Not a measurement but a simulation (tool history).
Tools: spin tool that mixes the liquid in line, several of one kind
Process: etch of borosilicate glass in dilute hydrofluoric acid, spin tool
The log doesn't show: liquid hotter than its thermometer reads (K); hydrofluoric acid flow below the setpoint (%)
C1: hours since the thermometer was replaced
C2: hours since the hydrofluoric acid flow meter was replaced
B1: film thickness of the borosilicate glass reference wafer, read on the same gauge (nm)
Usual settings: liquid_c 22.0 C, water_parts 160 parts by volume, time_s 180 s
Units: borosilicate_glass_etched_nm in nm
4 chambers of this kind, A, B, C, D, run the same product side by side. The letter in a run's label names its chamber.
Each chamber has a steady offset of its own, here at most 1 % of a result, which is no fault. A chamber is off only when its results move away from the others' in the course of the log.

run 1C hour=8.9 | liquid_c=22.0 water_parts=160 time_s=180 | C1=157.1 C2=197.2 | B1=130.01 | borosilicate_glass_etched_nm=27.122
run 2A hour=14.2 | liquid_c=22.0 water_parts=160 time_s=180 | C1=274.9 C2=1074.0 | B1=129.97 | borosilicate_glass_etched_nm=27.066
run 3D hour=18.5 | liquid_c=22.0 water_parts=160 time_s=180 | C1=1079.1 C2=1402.3 | B1=129.97 | borosilicate_glass_etched_nm=26.845
run 4B hour=26.1 | liquid_c=22.0 water_parts=160 time_s=180 | C1=1099.8 C2=714.6 | B1=130.03 | borosilicate_glass_etched_nm=27.337
run 5C hour=33.2 | liquid_c=22.0 water_parts=160 time_s=180 | C1=181.4 C2=221.5 | B1=129.95 | borosilicate_glass_etched_nm=27.242
run 6A hour=41.4 | liquid_c=22.0 water_parts=160 time_s=180 | C1=302.1 C2=1101.2 | B1=130.00 | borosilicate_glass_etched_nm=27.110
run 7B hour=46.9 | liquid_c=22.0 water_parts=160 time_s=180 | C1=1120.6 C2=735.4 | B1=130.03 | borosilicate_glass_etched_nm=26.979
run 8D hour=54.0 | liquid_c=22.0 water_parts=205 time_s=180 | C1=1114.6 C2=1437.8 | B1=129.99 | borosilicate_glass_etched_nm=20.495
run 9B hour=58.1 | liquid_c=22.0 water_parts=205 time_s=180 | C1=1131.8 C2=746.6 | B1=130.04 | borosilicate_glass_etched_nm=20.282
run 10C hour=62.2 | liquid_c=22.0 water_parts=205 time_s=180 | C1=210.4 C2=250.5 | B1=130.04 | borosilicate_glass_etched_nm=19.971
run 11D hour=69.9 | liquid_c=22.0 water_parts=205 time_s=180 | C1=1130.5 C2=1453.7 | B1=130.02 | borosilicate_glass_etched_nm=20.141
run 12A hour=76.4 | liquid_c=22.0 water_parts=160 time_s=180 | C1=337.1 C2=1136.2 | B1=130.04 | borosilicate_glass_etched_nm=27.027
run 13C hour=84.5 | liquid_c=22.0 water_parts=160 time_s=180 | C1=232.7 C2=272.8 | B1=130.02 | borosilicate_glass_etched_nm=27.187
run 14D hour=91.7 | liquid_c=22.0 water_parts=160 time_s=180 | C1=1152.3 C2=1475.5 | B1=129.99 | borosilicate_glass_etched_nm=26.673
run 15B hour=100.5 | liquid_c=22.0 water_parts=160 time_s=180 | C1=1174.2 C2=789.0 | B1=129.97 | borosilicate_glass_etched_nm=27.175
run 16A hour=107.1 | liquid_c=22.0 water_parts=160 time_s=180 | C1=367.8 C2=1166.9 | B1=129.98 | borosilicate_glass_etched_nm=27.277
run 17A hour=112.1 | liquid_c=22.0 water_parts=160 time_s=180 | C1=372.8 C2=1171.9 | B1=130.06 | borosilicate_glass_etched_nm=27.309
run 18B hour=120.9 | liquid_c=22.0 water_parts=160 time_s=180 | C1=1194.6 C2=809.4 | B1=129.96 | borosilicate_glass_etched_nm=26.870
run 19D hour=124.9 | liquid_c=22.0 water_parts=160 time_s=180 | C1=1185.5 C2=1508.7 | B1=129.99 | borosilicate_glass_etched_nm=26.950
run 20C hour=130.8 | liquid_c=22.0 water_parts=160 time_s=180 | C1=279.0 C2=319.1 | B1=129.99 | borosilicate_glass_etched_nm=26.276
run 21A hour=137.2 | liquid_c=22.0 water_parts=160 time_s=180 | C1=397.9 C2=1197.0 | B1=130.00 | borosilicate_glass_etched_nm=27.518
run 22C hour=143.6 | liquid_c=18.0 water_parts=115 time_s=180 | C1=291.8 C2=331.9 | B1=130.00 | borosilicate_glass_etched_nm=32.512
run 23D hour=147.9 | liquid_c=18.0 water_parts=115 time_s=180 | C1=1208.5 C2=1531.7 | B1=130.01 | borosilicate_glass_etched_nm=33.683
run 24B hour=151.9 | liquid_c=18.0 water_parts=115 time_s=180 | C1=1225.6 C2=840.4 | B1=129.97 | borosilicate_glass_etched_nm=33.952
run 25D hour=156.3 | liquid_c=18.0 water_parts=115 time_s=180 | C1=1216.9 C2=1540.1 | B1=129.99 | borosilicate_glass_etched_nm=33.232
run 26A hour=161.1 | liquid_c=22.0 water_parts=160 time_s=180 | C1=421.8 C2=1220.9 | B1=129.97 | borosilicate_glass_etched_nm=27.564
run 27B hour=165.6 | liquid_c=22.0 water_parts=160 time_s=180 | C1=1239.3 C2=854.1 | B1=130.02 | borosilicate_glass_etched_nm=27.083
run 28C hour=173.0 | liquid_c=22.0 water_parts=160 time_s=180 | C1=321.2 C2=361.3 | B1=130.03 | borosilicate_glass_etched_nm=25.863
-- hour=175.2 chamber B: hydrofluoric acid flow meter replaced
run 29D hour=178.4 | liquid_c=18.5 water_parts=160 time_s=125 | C1=1239.0 C2=1562.2 | B1=130.02 | borosilicate_glass_etched_nm=16.270
run 30C hour=184.0 | liquid_c=18.5 water_parts=160 time_s=125 | C1=332.2 C2=372.3 | B1=130.01 | borosilicate_glass_etched_nm=15.305
run 31B hour=192.4 | liquid_c=18.5 water_parts=160 time_s=125 | C1=1266.1 C2=17.2 | B1=129.99 | borosilicate_glass_etched_nm=16.425
run 32A hour=197.1 | liquid_c=18.5 water_parts=160 time_s=125 | C1=457.8 C2=1256.9 | B1=130.01 | borosilicate_glass_etched_nm=16.251
run 33B hour=201.3 | liquid_c=22.0 water_parts=160 time_s=180 | C1=1275.0 C2=26.1 | B1=129.98 | borosilicate_glass_etched_nm=27.096
run 34C hour=207.2 | liquid_c=22.0 water_parts=160 time_s=180 | C1=355.4 C2=395.5 | B1=129.95 | borosilicate_glass_etched_nm=25.230
run 35A hour=214.4 | liquid_c=22.0 water_parts=160 time_s=180 | C1=475.1 C2=1274.2 | B1=130.03 | borosilicate_glass_etched_nm=27.031
run 36D hour=221.1 | liquid_c=22.0 water_parts=160 time_s=180 | C1=1281.7 C2=1604.9 | B1=129.99 | borosilicate_glass_etched_nm=27.117
run 37D hour=225.2 | liquid_c=22.0 water_parts=160 time_s=285 | C1=1285.8 C2=1609.0 | B1=129.98 | borosilicate_glass_etched_nm=42.484
run 38C hour=230.0 | liquid_c=22.0 water_parts=160 time_s=285 | C1=378.2 C2=418.3 | B1=129.99 | borosilicate_glass_etched_nm=39.329

All 4 chambers run these settings next. Forecast each chamber's results:
run 39A hour=236.4 | liquid_c=22.0 water_parts=90 time_s=180 | borosilicate_glass_etched_nm=?
run 39B hour=236.4 | liquid_c=22.0 water_parts=90 time_s=180 | borosilicate_glass_etched_nm=?
run 39C hour=236.4 | liquid_c=22.0 water_parts=90 time_s=180 | borosilicate_glass_etched_nm=?
run 39D hour=236.4 | liquid_c=22.0 water_parts=90 time_s=180 | borosilicate_glass_etched_nm=?

run=39A borosilicate_glass_etched_nm=52.029
run=39B borosilicate_glass_etched_nm=52.770
run=39C borosilicate_glass_etched_nm=47.543
run=39D borosilicate_glass_etched_nm=51.233
